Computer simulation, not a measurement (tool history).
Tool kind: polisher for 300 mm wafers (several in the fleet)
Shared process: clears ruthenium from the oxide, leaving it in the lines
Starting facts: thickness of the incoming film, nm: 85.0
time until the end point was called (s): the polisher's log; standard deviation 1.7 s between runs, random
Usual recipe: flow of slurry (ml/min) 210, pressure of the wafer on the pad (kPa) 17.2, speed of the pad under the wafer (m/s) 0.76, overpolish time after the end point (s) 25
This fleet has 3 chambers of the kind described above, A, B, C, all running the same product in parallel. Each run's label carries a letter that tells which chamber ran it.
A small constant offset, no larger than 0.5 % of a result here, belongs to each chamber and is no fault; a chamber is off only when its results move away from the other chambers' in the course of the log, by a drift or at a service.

| run | hour | flow of slurry (ml/min) | pressure of the wafer on the pad (kPa) | speed of the pad under the wafer (m/s) | overpolish time after the end point (s) | time until the end point was called (s) |
|---|---|---|---|---|---|---|
|  | 3.9 | chamber B: worn pad replaced by a new one |
| 1C | 5.6 | 210 | 17.2 | 0.76 | 25 | 88.783 |
| 2B | 10.8 | 210 | 17.2 | 0.76 | 25 | 91.851 |
| 3A | 15.0 | 210 | 17.2 | 0.76 | 25 | 90.268 |
| 4A | 19.1 | 210 | 17.2 | 0.76 | 25 | 89.474 |
| 5B | 24.8 | 210 | 17.2 | 0.98 | 35 | 69.646 |
| 6C | 30.7 | 210 | 17.2 | 0.98 | 35 | 70.857 |
| 7B | 36.8 | 210 | 17.2 | 0.98 | 35 | 71.226 |
|  | 38.2 | chamber A: worn pad replaced by a new one |
| 8A | 39.6 | 210 | 17.2 | 0.76 | 25 | 87.398 |
| 9C | 43.0 | 210 | 17.2 | 0.76 | 25 | 92.984 |
| 10A | 46.6 | 210 | 17.2 | 0.76 | 25 | 89.518 |
| 11B | 50.4 | 210 | 17.2 | 0.76 | 25 | 90.414 |
| 12C | 55.3 | 210 | 17.2 | 0.76 | 25 | 89.871 |
| 13A | 58.7 | 210 | 17.2 | 0.76 | 25 | 89.328 |
| 14C | 61.6 | 210 | 17.2 | 0.76 | 25 | 90.292 |
| 15B | 67.6 | 210 | 21.4 | 0.92 | 25 | 59.354 |
| 16B | 72.0 | 210 | 21.4 | 0.92 | 25 | 60.399 |
|  | 76.5 | chamber A: head pressure recalibrated |
| 17A | 78.2 | 210 | 21.4 | 0.92 | 25 | 60.042 |
| 18C | 82.0 | 210 | 17.2 | 0.76 | 25 | 89.064 |
|  | 87.2 | chamber B: worn pad replaced by a new one |
| 19B | 87.2 | 210 | 17.2 | 0.76 | 25 | 90.459 |
| 20A | 92.3 | 210 | 19.3 | 0.76 | 33 | 80.895 |
| 21C | 98.5 | 210 | 19.3 | 0.76 | 33 | 79.704 |
| 22A | 103.6 | 210 | 19.3 | 0.76 | 33 | 81.383 |
| 23C | 108.2 | 210 | 17.2 | 0.76 | 25 | 91.120 |
| 24B | 114.4 | 210 | 17.2 | 0.76 | 25 | 89.601 |

Is one chamber out of step, is the gauge drifting, or do the chambers differ by no more than their own small offsets? For an off chamber, give its letter and the likeliest cause.

The fleet is healthy, with each chamber sitting at its usual small offset and no drift in the gauge.

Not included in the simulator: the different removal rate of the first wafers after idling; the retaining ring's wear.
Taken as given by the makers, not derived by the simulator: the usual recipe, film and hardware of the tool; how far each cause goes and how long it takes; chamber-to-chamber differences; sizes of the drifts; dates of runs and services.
